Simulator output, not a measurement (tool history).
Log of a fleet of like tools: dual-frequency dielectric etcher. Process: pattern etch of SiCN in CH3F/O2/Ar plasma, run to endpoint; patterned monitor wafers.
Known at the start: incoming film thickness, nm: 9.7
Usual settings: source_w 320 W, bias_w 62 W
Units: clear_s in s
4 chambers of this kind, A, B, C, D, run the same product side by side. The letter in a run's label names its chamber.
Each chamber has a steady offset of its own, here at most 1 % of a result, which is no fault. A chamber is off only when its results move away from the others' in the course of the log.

run	hour	source_w	bias_w	clear_s
1B	6.6	320	62	29.347
2A	14.7	320	62	29.694
3D	21.3	320	62	29.514
4C	33.3	320	62	29.485
5A	41.4	320	62	29.681
6B	48.9	320	69	28.165
7D	55.3	320	69	28.507
8C	62.1	320	69	28.223
9A	70.1	320	69	28.363
10C	83.7	320	62	29.459
11D	90.7	350	74	26.822
12B	98.4	350	74	26.613
13A	111.0	350	74	27.045
14D	122.2	350	74	26.925
# hour 126.7: chamber D: wet clean of the chamber
15B	130.2	320	62	29.554
16C	140.1	320	62	29.319
17C	151.4	320	62	29.381
# hour 152.1: chamber A: wet clean of the chamber
18B	164.1	320	62	29.425
19D	176.7	320	62	30.390
20A	183.1	320	62	29.628
21C	193.3	320	62	29.243
22D	199.6	320	62	30.450
23B	205.6	320	62	29.288
24A	212.4	320	62	29.627

What goes on in this fleet: one chamber off, a drifting gauge, or nothing beyond the chambers' own small offsets? Name the chamber and the cause, if any.

A service left chamber D off against the others.
Cause: etch rate under this chamber's usual, % = 2.57.

Here are 4 candidates for chamber D's next run, each the usual settings with a change, their results left as question marks. Which one brings its results back in line with what the others give on the usual settings?
In line means no further than this from the other chambers' mean on the usual settings: clear_s 0.400 s
25D-1	222.3	310	59	?
25D-2	222.3	290	56	?
25D-3	222.3	330	65	?
25D-4	222.3	380	62	?

The other chambers' mean on the usual settings: clear_s 29.485 s
run	clear_s
25D-1	31.287
25D-2	32.661
25D-3	29.549
25D-4	28.499
25D-3 brings the chamber back in line.
